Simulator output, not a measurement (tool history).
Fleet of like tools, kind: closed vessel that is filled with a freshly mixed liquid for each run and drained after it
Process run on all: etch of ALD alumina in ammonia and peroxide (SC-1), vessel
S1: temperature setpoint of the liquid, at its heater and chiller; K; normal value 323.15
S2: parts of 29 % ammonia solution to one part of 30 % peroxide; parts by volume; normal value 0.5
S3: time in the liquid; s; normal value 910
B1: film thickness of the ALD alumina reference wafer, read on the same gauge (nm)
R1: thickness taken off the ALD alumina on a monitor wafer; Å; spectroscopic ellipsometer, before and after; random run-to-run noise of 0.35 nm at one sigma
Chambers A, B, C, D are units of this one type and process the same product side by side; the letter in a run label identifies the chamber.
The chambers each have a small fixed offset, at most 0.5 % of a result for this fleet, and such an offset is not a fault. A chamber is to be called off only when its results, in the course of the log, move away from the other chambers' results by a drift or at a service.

{"run": "1C", "hour": 8.0, "S1": 323.15, "S2": 0.5, "S3": 910, "B1": 100.01, "R1": 471.17}
{"run": "2D", "hour": 22.6, "S1": 323.15, "S2": 0.5, "S3": 910, "B1": 99.974, "R1": 463.21}
{"run": "3B", "hour": 32.6, "S1": 323.15, "S2": 0.5, "S3": 910, "B1": 99.972, "R1": 464.99}
{"run": "4A", "hour": 40.6, "S1": 323.15, "S2": 0.5, "S3": 910, "B1": 100.02, "R1": 468.85}
{"hour": 51.0, "done": "chamber C: thermometer replaced"}
{"run": "5D", "hour": 54.7, "S1": 323.15, "S2": 0.5, "S3": 910, "B1": 100.01, "R1": 458.27}
{"run": "6B", "hour": 69.2, "S1": 323.15, "S2": 0.5, "S3": 910, "B1": 99.969, "R1": 466.58}
{"run": "7A", "hour": 81.6, "S1": 323.15, "S2": 0.5, "S3": 910, "B1": 99.983, "R1": 474.21}
{"run": "8C", "hour": 91.0, "S1": 323.15, "S2": 0.5, "S3": 1085, "B1": 99.964, "R1": 561.66}
{"run": "9A", "hour": 104.6, "S1": 323.15, "S2": 0.5, "S3": 1085, "B1": 99.992, "R1": 545.96}
{"run": "10D", "hour": 120.6, "S1": 323.15, "S2": 0.5, "S3": 1085, "B1": 100.01, "R1": 548.82}
{"run": "11C", "hour": 134.2, "S1": 323.15, "S2": 0.5, "S3": 1085, "B1": 99.995, "R1": 556.61}
{"hour": 134.5, "done": "chamber A: new drum of ammonia solution connected"}
{"run": "12B", "hour": 144.9, "S1": 331.15, "S2": 0.4, "S3": 910, "B1": 99.972, "R1": 689.85}
{"hour": 149.0, "done": "chamber C: ammonia flow meter replaced"}
{"run": "13A", "hour": 159.6, "S1": 331.15, "S2": 0.4, "S3": 910, "B1": 99.976, "R1": 691.18}
{"run": "14C", "hour": 174.6, "S1": 331.15, "S2": 0.4, "S3": 910, "B1": 100.01, "R1": 693.52}
{"run": "15D", "hour": 190.3, "S1": 331.15, "S2": 0.4, "S3": 910, "B1": 99.959, "R1": 703.84}
{"hour": 200.2, "done": "chamber B: new drum of ammonia solution connected"}
{"run": "16B", "hour": 205.3, "S1": 323.15, "S2": 0.3, "S3": 910, "B1": 99.979, "R1": 445.11}
{"run": "17B", "hour": 216.1, "S1": 323.15, "S2": 0.3, "S3": 910, "B1": 100.03, "R1": 446.27}
{"run": "18A", "hour": 230.3, "S1": 323.15, "S2": 0.3, "S3": 910, "B1": 100.02, "R1": 443.41}
{"run": "19D", "hour": 238.0, "S1": 323.15, "S2": 0.3, "S3": 910, "B1": 99.967, "R1": 444.3}
{"run": "20C", "hour": 246.4, "S1": 323.15, "S2": 0.5, "S3": 910, "B1": 99.97, "R1": 466.15}
{"run": "21B", "hour": 259.9, "S1": 323.15, "S2": 0.5, "S3": 910, "B1": 100.02, "R1": 457.05}
{"run": "22D", "hour": 273.6, "S1": 323.15, "S2": 0.5, "S3": 910, "B1": 100.01, "R1": 465.12}
{"run": "23A", "hour": 285.7, "S1": 323.15, "S2": 0.5, "S3": 910, "B1": 100.02, "R1": 463.79}
{"run": "24C", "hour": 296.5, "S1": 323.15, "S2": 0.5, "S3": 910, "B1": 100.05, "R1": 464.94}
{"run": "25D", "hour": 304.9, "S1": 323.15, "S2": 0.5, "S3": 910, "B1": 100.04, "R1": 465.25}
{"run": "26A", "hour": 313.0, "S1": 313.15, "S2": 0.5, "S3": 910, "B1": 99.986, "R1": 262.53}
{"run": "27B", "hour": 325.1, "S1": 313.15, "S2": 0.5, "S3": 910, "B1": 99.986, "R1": 259.53}
{"run": "28C", "hour": 339.2, "S1": 313.15, "S2": 0.5, "S3": 910, "B1": 100.03, "R1": 267.99}

Does one chamber stand apart from the rest, does the shared gauge drift, or is all well apart from small per-chamber offsets? Give the chamber and the most likely cause, where there is one.

Beyond each chamber's small constant offset nothing stands out, and the gauge stays steady.

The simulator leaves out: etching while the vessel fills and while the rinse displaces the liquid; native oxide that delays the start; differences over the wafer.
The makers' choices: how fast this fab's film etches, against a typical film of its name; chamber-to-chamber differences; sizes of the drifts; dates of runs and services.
